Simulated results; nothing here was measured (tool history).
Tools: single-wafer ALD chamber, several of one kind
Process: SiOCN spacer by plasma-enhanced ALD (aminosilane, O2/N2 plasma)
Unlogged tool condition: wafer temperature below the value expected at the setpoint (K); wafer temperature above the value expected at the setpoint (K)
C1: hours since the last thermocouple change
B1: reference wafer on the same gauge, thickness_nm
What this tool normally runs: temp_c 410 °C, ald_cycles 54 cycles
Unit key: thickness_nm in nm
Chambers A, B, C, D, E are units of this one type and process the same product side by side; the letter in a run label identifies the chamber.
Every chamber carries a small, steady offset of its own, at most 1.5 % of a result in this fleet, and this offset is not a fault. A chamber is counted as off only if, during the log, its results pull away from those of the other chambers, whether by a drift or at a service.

{"run": "1B", "hour": 4.2, "temp_c": 410, "ald_cycles": 54, "C1": 129.5, "B1": 3.08, "thickness_nm": 3.1707}
{"run": "2E", "hour": 8.9, "temp_c": 410, "ald_cycles": 54, "C1": 160.5, "B1": 3.0783, "thickness_nm": 3.1469}
{"run": "3D", "hour": 13.6, "temp_c": 410, "ald_cycles": 54, "C1": 2442.5, "B1": 3.0779, "thickness_nm": 3.1945}
{"run": "4C", "hour": 17.8, "temp_c": 410, "ald_cycles": 54, "C1": 420.3, "B1": 3.078, "thickness_nm": 3.1833}
{"run": "5A", "hour": 21.2, "temp_c": 410, "ald_cycles": 54, "C1": 658.6, "B1": 3.077, "thickness_nm": 3.1752}
{"run": "6C", "hour": 25.5, "temp_c": 410, "ald_cycles": 54, "C1": 428.0, "B1": 3.0769, "thickness_nm": 3.1737}
{"run": "7D", "hour": 31.4, "temp_c": 410, "ald_cycles": 54, "C1": 2460.3, "B1": 3.0763, "thickness_nm": 3.1889}
{"run": "8E", "hour": 34.4, "temp_c": 410, "ald_cycles": 54, "C1": 186.0, "B1": 3.0762, "thickness_nm": 3.143}
{"run": "9B", "hour": 40.0, "temp_c": 410, "ald_cycles": 54, "C1": 165.3, "B1": 3.0734, "thickness_nm": 3.1671}
{"run": "10A", "hour": 44.9, "temp_c": 410, "ald_cycles": 54, "C1": 682.3, "B1": 3.0735, "thickness_nm": 3.1639}
{"run": "11A", "hour": 49.7, "temp_c": 410, "ald_cycles": 54, "C1": 687.1, "B1": 3.0724, "thickness_nm": 3.1661}
{"run": "12D", "hour": 54.5, "temp_c": 410, "ald_cycles": 54, "C1": 2483.4, "B1": 3.0735, "thickness_nm": 3.1889}
{"run": "13B", "hour": 60.5, "temp_c": 410, "ald_cycles": 54, "C1": 185.8, "B1": 3.0733, "thickness_nm": 3.1718}
{"run": "14E", "hour": 64.1, "temp_c": 410, "ald_cycles": 54, "C1": 215.7, "B1": 3.0715, "thickness_nm": 3.1429}
{"run": "15C", "hour": 68.7, "temp_c": 410, "ald_cycles": 54, "C1": 471.2, "B1": 3.071, "thickness_nm": 3.1712}
{"run": "16D", "hour": 71.5, "temp_c": 410, "ald_cycles": 54, "C1": 2500.4, "B1": 3.0707, "thickness_nm": 3.192}
{"run": "17E", "hour": 74.9, "temp_c": 410, "ald_cycles": 54, "C1": 226.5, "B1": 3.07, "thickness_nm": 3.1392}
{"run": "18B", "hour": 80.3, "temp_c": 410, "ald_cycles": 54, "C1": 205.6, "B1": 3.0689, "thickness_nm": 3.1678}
{"run": "19C", "hour": 84.7, "temp_c": 410, "ald_cycles": 54, "C1": 487.2, "B1": 3.069, "thickness_nm": 3.1727}
{"run": "20A", "hour": 87.9, "temp_c": 410, "ald_cycles": 54, "C1": 725.3, "B1": 3.0689, "thickness_nm": 3.1582}
{"run": "21A", "hour": 92.1, "temp_c": 410, "ald_cycles": 54, "C1": 729.5, "B1": 3.0681, "thickness_nm": 3.161}
{"run": "22D", "hour": 98.1, "temp_c": 410, "ald_cycles": 54, "C1": 2527.0, "B1": 3.0672, "thickness_nm": 3.1874}
{"run": "23E", "hour": 103.1, "temp_c": 410, "ald_cycles": 54, "C1": 254.7, "B1": 3.066, "thickness_nm": 3.1371}
{"run": "24C", "hour": 106.3, "temp_c": 410, "ald_cycles": 54, "C1": 508.8, "B1": 3.0655, "thickness_nm": 3.1666}
{"run": "25B", "hour": 110.7, "temp_c": 403, "ald_cycles": 54, "C1": 236.0, "B1": 3.0671, "thickness_nm": 3.2239}
{"run": "26C", "hour": 114.8, "temp_c": 403, "ald_cycles": 54, "C1": 517.3, "B1": 3.0662, "thickness_nm": 3.2348}
{"run": "27B", "hour": 118.6, "temp_c": 403, "ald_cycles": 54, "C1": 243.9, "B1": 3.0654, "thickness_nm": 3.2292}
{"run": "28A", "hour": 123.5, "temp_c": 403, "ald_cycles": 54, "C1": 760.9, "B1": 3.0638, "thickness_nm": 3.2222}
{"run": "29D", "hour": 129.6, "temp_c": 403, "ald_cycles": 54, "C1": 2558.5, "B1": 3.0628, "thickness_nm": 3.2481}
{"run": "30E", "hour": 133.2, "temp_c": 397, "ald_cycles": 57, "C1": 284.8, "B1": 3.0634, "thickness_nm": 3.4088}
{"run": "31E", "hour": 137.2, "temp_c": 397, "ald_cycles": 57, "C1": 288.8, "B1": 3.0621, "thickness_nm": 3.4015}

Read the log: is a single chamber off, either drifting away or since a service, is the gauge that measures every chamber drifting, or is nothing wrong beyond small per-chamber offsets? Name any odd chamber and what most likely caused it.

None of the chambers is off. What moves is the gauge, dragging all their readings along together.
What lies behind it: gauge reads low (%) = 0.589.
